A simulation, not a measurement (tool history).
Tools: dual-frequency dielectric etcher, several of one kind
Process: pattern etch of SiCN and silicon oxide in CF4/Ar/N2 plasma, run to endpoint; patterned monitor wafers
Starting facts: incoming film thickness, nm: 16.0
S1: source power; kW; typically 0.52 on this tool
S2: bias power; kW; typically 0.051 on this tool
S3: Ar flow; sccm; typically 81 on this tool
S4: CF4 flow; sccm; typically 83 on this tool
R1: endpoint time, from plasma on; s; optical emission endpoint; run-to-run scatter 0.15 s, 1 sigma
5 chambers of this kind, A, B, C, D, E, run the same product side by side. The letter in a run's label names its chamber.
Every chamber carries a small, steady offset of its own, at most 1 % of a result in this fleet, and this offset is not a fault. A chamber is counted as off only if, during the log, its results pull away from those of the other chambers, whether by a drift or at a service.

{"run": "1D", "hour": 8.2, "S1": 0.52, "S2": 0.051, "S3": 81, "S4": 83, "R1": 17.563}
{"run": "2B", "hour": 17.2, "S1": 0.52, "S2": 0.051, "S3": 81, "S4": 83, "R1": 17.114}
{"run": "3C", "hour": 25.0, "S1": 0.52, "S2": 0.051, "S3": 81, "S4": 83, "R1": 17.057}
{"run": "4E", "hour": 29.0, "S1": 0.52, "S2": 0.051, "S3": 81, "S4": 83, "R1": 17.476}
{"run": "5A", "hour": 36.2, "S1": 0.52, "S2": 0.051, "S3": 81, "S4": 83, "R1": 17.164}
{"run": "6D", "hour": 42.7, "S1": 0.52, "S2": 0.051, "S3": 81, "S4": 83, "R1": 17.339}
{"hour": 49.6, "done": "chamber B: wet clean of the chamber"}
{"run": "7E", "hour": 50.5, "S1": 0.52, "S2": 0.051, "S3": 81, "S4": 83, "R1": 17.371}
{"run": "8A", "hour": 55.4, "S1": 0.52, "S2": 0.051, "S3": 81, "S4": 83, "R1": 17.56}
{"run": "9C", "hour": 61.2, "S1": 0.52, "S2": 0.051, "S3": 81, "S4": 83, "R1": 17.239}
{"run": "10B", "hour": 68.2, "S1": 0.52, "S2": 0.051, "S3": 81, "S4": 69, "R1": 17.67}
{"run": "11E", "hour": 75.1, "S1": 0.52, "S2": 0.051, "S3": 81, "S4": 69, "R1": 17.946}
{"run": "12D", "hour": 83.9, "S1": 0.52, "S2": 0.051, "S3": 81, "S4": 69, "R1": 17.719}
{"run": "13A", "hour": 89.0, "S1": 0.52, "S2": 0.051, "S3": 81, "S4": 69, "R1": 17.842}
{"run": "14B", "hour": 93.9, "S1": 0.52, "S2": 0.051, "S3": 81, "S4": 69, "R1": 17.702}
{"run": "15C", "hour": 101.2, "S1": 0.52, "S2": 0.051, "S3": 81, "S4": 83, "R1": 17.431}
{"run": "16C", "hour": 107.4, "S1": 0.52, "S2": 0.051, "S3": 81, "S4": 83, "R1": 17.138}
{"run": "17A", "hour": 113.7, "S1": 0.52, "S2": 0.051, "S3": 81, "S4": 83, "R1": 17.01}
{"run": "18E", "hour": 121.7, "S1": 0.52, "S2": 0.051, "S3": 81, "S4": 83, "R1": 17.237}
{"run": "19B", "hour": 127.6, "S1": 0.43, "S2": 0.051, "S3": 74, "S4": 83, "R1": 19.933}
{"run": "20D", "hour": 132.0, "S1": 0.43, "S2": 0.051, "S3": 74, "S4": 83, "R1": 20.08}
{"run": "21B", "hour": 137.2, "S1": 0.43, "S2": 0.051, "S3": 74, "S4": 83, "R1": 20.011}
{"run": "22C", "hour": 141.5, "S1": 0.43, "S2": 0.051, "S3": 74, "S4": 83, "R1": 20.267}
{"run": "23A", "hour": 147.7, "S1": 0.43, "S2": 0.051, "S3": 74, "S4": 83, "R1": 20.109}
{"run": "24D", "hour": 153.5, "S1": 0.52, "S2": 0.051, "S3": 81, "S4": 83, "R1": 17.256}
{"run": "25E", "hour": 158.6, "S1": 0.52, "S2": 0.051, "S3": 81, "S4": 83, "R1": 17.235}
{"run": "26D", "hour": 162.8, "S1": 0.52, "S2": 0.051, "S3": 81, "S4": 83, "R1": 17.105}
{"run": "27B", "hour": 170.5, "S1": 0.52, "S2": 0.051, "S3": 81, "S4": 83, "R1": 17.159}
{"run": "28E", "hour": 175.5, "S1": 0.52, "S2": 0.051, "S3": 81, "S4": 83, "R1": 17.156}
{"run": "29A", "hour": 180.9, "S1": 0.52, "S2": 0.051, "S3": 81, "S4": 83, "R1": 17.041}
{"run": "30C", "hour": 186.3, "S1": 0.52, "S2": 0.051, "S3": 81, "S4": 83, "R1": 17.061}
{"run": "31D", "hour": 194.0, "S1": 0.52, "S2": 0.051, "S3": 81, "S4": 83, "R1": 17.277}
{"run": "32B", "hour": 202.1, "S1": 0.56, "S2": 0.051, "S3": 81, "S4": 83, "R1": 15.907}
{"run": "33C", "hour": 208.8, "S1": 0.56, "S2": 0.051, "S3": 81, "S4": 83, "R1": 16.282}
{"run": "34A", "hour": 214.9, "S1": 0.56, "S2": 0.051, "S3": 81, "S4": 83, "R1": 16.189}
{"run": "35E", "hour": 222.5, "S1": 0.56, "S2": 0.051, "S3": 81, "S4": 83, "R1": 16.313}
{"run": "36E", "hour": 229.4, "S1": 0.56, "S2": 0.051, "S3": 81, "S4": 83, "R1": 16.109}
{"run": "37B", "hour": 235.7, "S1": 0.52, "S2": 0.051, "S3": 81, "S4": 83, "R1": 17.124}
{"run": "38C", "hour": 242.4, "S1": 0.52, "S2": 0.051, "S3": 81, "S4": 83, "R1": 17.214}

Is one chamber off against the others, does the gauge drift, or is nothing wrong? If a chamber is off, say which, and what the likeliest cause is.

Beyond each chamber's small constant offset nothing stands out, and the gauge stays steady.

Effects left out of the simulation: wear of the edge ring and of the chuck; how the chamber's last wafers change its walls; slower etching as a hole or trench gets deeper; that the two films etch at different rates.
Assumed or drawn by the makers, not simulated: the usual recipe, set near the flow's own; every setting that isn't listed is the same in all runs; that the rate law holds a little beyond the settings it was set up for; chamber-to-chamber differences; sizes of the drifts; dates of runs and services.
